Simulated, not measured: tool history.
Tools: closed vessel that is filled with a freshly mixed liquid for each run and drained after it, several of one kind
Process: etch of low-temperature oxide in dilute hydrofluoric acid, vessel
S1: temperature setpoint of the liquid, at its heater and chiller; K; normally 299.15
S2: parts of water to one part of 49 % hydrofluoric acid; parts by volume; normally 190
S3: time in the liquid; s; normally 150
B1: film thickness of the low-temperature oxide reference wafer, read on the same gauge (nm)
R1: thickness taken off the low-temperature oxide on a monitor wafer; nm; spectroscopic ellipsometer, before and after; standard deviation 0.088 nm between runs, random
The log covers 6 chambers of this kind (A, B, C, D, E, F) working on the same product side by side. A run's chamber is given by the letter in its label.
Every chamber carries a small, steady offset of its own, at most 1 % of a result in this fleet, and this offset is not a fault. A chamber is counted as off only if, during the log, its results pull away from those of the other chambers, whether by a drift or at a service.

run	hour	S1	S2	S3	B1	R1
1D	2.5	299.15	190	150	30.006	9.1405
2F	6.2	299.15	190	150	29.973	9.3432
3B	11.1	299.15	190	150	29.993	9.4986
4E	15.5	299.15	190	150	30.006	9.3684
5A	18.8	299.15	275	205	29.991	8.1171
6C	21.6	299.15	275	205	30.013	8.1249
7F	25	299.15	275	205	30.012	8.2297
8A	28.7	299.15	275	205	30.016	8.031
9E	33.2	299.15	275	205	30.035	7.9414
10C	37.2	299.15	275	205	30.003	8.1545
11B	40.2	299.15	190	150	30.004	9.5765
12D	42.9	299.15	190	150	29.982	9.2821
13C	46	299.15	190	150	29.995	9.3855
14B	50.9	299.15	190	150	29.997	9.4895
15F	53.4	299.15	190	150	29.983	9.4439
16E	56.6	299.15	190	150	30.016	9.1128
17D	60.3	299.15	190	150	30.017	9.3245
# hour 62.3: chamber F: thermometer replaced
18A	64.6	299.15	190	150	29.989	9.3042
19D	68.2	299.15	190	150	30.003	9.3049
20C	71.3	299.15	190	150	29.997	9.5616
21B	75.9	299.15	190	150	29.994	9.5486
22E	78.3	299.15	190	150	30.037	9.199
23A	81	299.15	190	150	30.025	9.3905
24F	83.5	299.15	190	150	29.989	9.3449
25C	86.2	299.15	190	150	29.999	9.4193
26F	90.4	302.65	190	205	29.998	14.76
27D	93.9	302.65	190	205	29.999	14.365
28E	97.8	302.65	190	205	30.004	13.778
29A	102.4	302.65	190	205	30.01	14.39
30B	107.4	302.65	190	205	29.996	14.355
31B	111.9	302.65	190	205	30.005	14.592
32A	114.9	299.15	190	150	29.984	9.2346
33E	118.5	299.15	190	150	29.99	8.9223
34C	121.5	299.15	280	205	29.986	7.9971
35F	125.8	299.15	280	205	29.986	8.0272
36D	129.3	299.15	280	205	29.997	7.7758
37F	134.1	299.15	280	205	29.999	7.9975
38C	138	299.15	280	205	30.017	7.9729
39A	143.1	299.15	280	205	30.043	7.9369
40E	148	299.15	190	150	29.994	8.656

What goes on in this fleet: one chamber off, a drifting gauge, or nothing beyond the chambers' own small offsets? Name the chamber and the cause, if any.

Chamber E drifts away from the others.
Likeliest cause: hydrofluoric acid flow below the setpoint (%) = 6.06.
It could be hard to tell apart here from: liquid colder than its thermometer reads (K).

Chamber E could run next with any of the 4 candidate recipes listed below; each alters the usual settings, and their results appear as question marks. Which one brings its results back in line with what the other chambers deliver on the usual settings?
To be in line, a result may differ from the other chambers' mean on the usual settings by at most: R1 0.31 nm
41E-1	151.7	297.15	190	150		?
41E-2	151.7	301.15	190	150		?
41E-3	151.7	299.65	170	150		?
41E-4	151.7	299.15	190	130		?

Mean of the other chambers on the usual settings: R1 9.3818 nm
run	R1
41E-1	8.0517
41E-2	9.3225
41E-3	10.123
41E-4	7.5149
It is 41E-2 that realigns the chamber with its peers.
